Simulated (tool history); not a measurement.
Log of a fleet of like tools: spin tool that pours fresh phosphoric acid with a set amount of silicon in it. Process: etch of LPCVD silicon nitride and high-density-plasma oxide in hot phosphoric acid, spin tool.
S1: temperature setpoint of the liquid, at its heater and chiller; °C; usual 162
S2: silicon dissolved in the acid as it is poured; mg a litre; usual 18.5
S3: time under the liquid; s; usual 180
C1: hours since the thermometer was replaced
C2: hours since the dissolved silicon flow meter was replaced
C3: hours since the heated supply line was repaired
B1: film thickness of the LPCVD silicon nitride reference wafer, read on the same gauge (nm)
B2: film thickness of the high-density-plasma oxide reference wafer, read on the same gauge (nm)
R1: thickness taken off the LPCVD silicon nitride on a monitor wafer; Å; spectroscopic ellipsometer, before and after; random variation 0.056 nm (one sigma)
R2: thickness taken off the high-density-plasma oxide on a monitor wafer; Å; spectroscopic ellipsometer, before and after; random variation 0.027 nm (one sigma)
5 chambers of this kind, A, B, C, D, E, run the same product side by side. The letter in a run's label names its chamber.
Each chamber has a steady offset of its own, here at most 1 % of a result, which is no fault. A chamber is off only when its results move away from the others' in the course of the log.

| run | day | S1 | S2 | S3 | C1 | C2 | C3 | B1 | B2 | R1 | R2 |
|---|---|---|---|---|---|---|---|---|---|---|---|
| 1A | 0.304 | 162 | 18.5 | 180 | 1494.8 | 21.6 | 1791.5 | 139.97 | 100 | 165.59 | 6.7429 |
| 2E | 0.6 | 162 | 18.5 | 180 | 991.8 | 712.9 | 2684.8 | 140.05 | 100.02 | 165.87 | 7.1206 |
| 3B | 0.817 | 162 | 18.5 | 180 | 82.4 | 1928.8 | 1212.6 | 139.97 | 99.986 | 165.85 | 6.3578 |
| 4D | 1.154 | 162 | 18.5 | 180 | 713 | 1470.4 | 1014.1 | 140.01 | 100.01 | 167.64 | 6.1531 |
| 5C | 1.458 | 162 | 18.5 | 180 | 901.7 | 281.2 | 1583.5 | 140.03 | 99.974 | 164.63 | 6.1933 |
| 6D | 1.771 | 162 | 18.5 | 180 | 727.8 | 1485.2 | 1028.9 | 140 | 100.01 | 166.11 | 6.9282 |
| 7A | 2.192 | 162 | 18.5 | 180 | 1540.1 | 66.9 | 1836.8 | 140.03 | 99.991 | 165.55 | 6.7604 |
| 8C | 2.462 | 162 | 18.5 | 180 | 925.8 | 305.3 | 1607.6 | 139.99 | 100.01 | 163.94 | 6.6279 |
| 9E | 2.667 | 162 | 18.5 | 180 | 1041.4 | 762.5 | 2734.4 | 140 | 99.984 | 165.22 | 6.6692 |
| 10B | 2.888 | 162 | 18.5 | 180 | 132.1 | 1978.5 | 1262.3 | 140.04 | 100.04 | 166.66 | 6.9638 |
| 11C | 3.183 | 162 | 18.5 | 180 | 943.1 | 322.6 | 1624.9 | 140 | 100.01 | 164.05 | 6.6045 |
| 12E | 3.583 | 162 | 18.5 | 180 | 1063.4 | 784.5 | 2756.4 | 139.98 | 100.05 | 165.35 | 6.6177 |
| 13D | 3.979 | 162 | 18.5 | 180 | 780.8 | 1538.2 | 1081.9 | 139.97 | 99.958 | 166.41 | 7.0979 |
| 14B | 4.192 | 162 | 18.5 | 180 | 163.4 | 2009.8 | 1293.6 | 140.02 | 100 | 165.67 | 7.0459 |
| 15A | 4.583 | 162 | 18.5 | 180 | 1597.5 | 124.3 | 1894.2 | 140.05 | 100.01 | 166.02 | 6.9068 |
| 16C | 4.892 | 162 | 18.5 | 180 | 984.1 | 363.6 | 1665.9 | 139.99 | 99.979 | 164.42 | 6.8874 |
| 17B | 5.275 | 162 | 18.5 | 180 | 189.4 | 2035.8 | 1319.6 | 140.01 | 100.02 | 166.47 | 6.7197 |
| 18E | 5.533 | 162 | 18.5 | 180 | 1110.2 | 831.3 | 2803.2 | 140.02 | 99.993 | 165.11 | 6.8475 |
|  | 5.579 | chamber C: heated supply line repaired |
| 19A | 5.904 | 162 | 18.5 | 180 | 1629.2 | 156 | 1925.9 | 140 | 100.03 | 165.29 | 7.0043 |
| 20D | 6.229 | 162 | 18.5 | 180 | 834.8 | 1592.2 | 1135.9 | 139.98 | 100.03 | 165.7 | 6.9172 |
| 21A | 6.454 | 162 | 18.5 | 180 | 1642.4 | 169.2 | 1939.1 | 139.98 | 100 | 166.27 | 6.1144 |
| 22B | 6.8 | 162 | 18.5 | 180 | 226 | 2072.4 | 1356.2 | 139.98 | 99.96 | 166.44 | 6.9573 |
| 23C | 6.992 | 162 | 18.5 | 180 | 1034.5 | 414 | 34 | 140.01 | 100.03 | 165.17 | 6.6823 |
| 24E | 7.304 | 162 | 18.5 | 180 | 1152.7 | 873.8 | 2845.7 | 139.98 | 99.995 | 166.21 | 7.3445 |
| 25D | 7.55 | 163.5 | 12 | 180 | 866.5 | 1623.9 | 1167.6 | 140.01 | 100 | 175.55 | 8.5097 |
| 26C | 7.971 | 163.5 | 12 | 180 | 1058 | 437.5 | 57.5 | 139.99 | 100.01 | 173.65 | 9.2955 |
| 27E | 8.283 | 163.5 | 12 | 180 | 1176.2 | 897.3 | 2869.2 | 139.98 | 99.983 | 173.42 | 8.8189 |
| 28A | 8.662 | 163.5 | 12 | 180 | 1695.4 | 222.2 | 1992.1 | 139.99 | 100.01 | 174.59 | 8.8922 |
| 29B | 8.912 | 163.5 | 12 | 180 | 276.7 | 2123.1 | 1406.9 | 139.97 | 100 | 173.68 | 8.0388 |
| 30D | 9.262 | 160 | 24.5 | 180 | 907.6 | 1665 | 1208.7 | 140.04 | 100.01 | 156.36 | 4.561 |
| 31C | 9.567 | 160 | 24.5 | 180 | 1096.3 | 475.8 | 95.8 | 139.98 | 99.969 | 154.22 | 4.7053 |

All 5 chambers run these settings next. Forecast each chamber's results:
| 32A | 9.883 | 162 | 18.5 | 180 |  |  |  |  |  | ? | ? |
| 32B | 9.883 | 162 | 18.5 | 180 |  |  |  |  |  | ? | ? |
| 32C | 9.883 | 162 | 18.5 | 180 |  |  |  |  |  | ? | ? |
| 32D | 9.883 | 162 | 18.5 | 180 |  |  |  |  |  | ? | ? |
| 32E | 9.883 | 162 | 18.5 | 180 |  |  |  |  |  | ? | ? |

| run | R1 | R2 |
|---|---|---|
| 32A | 165.35 | 6.8707 |
| 32B | 166.53 | 6.3165 |
| 32C | 164.28 | 7.2507 |
| 32D | 167.3 | 6.5033 |
| 32E | 166.17 | 6.3756 |
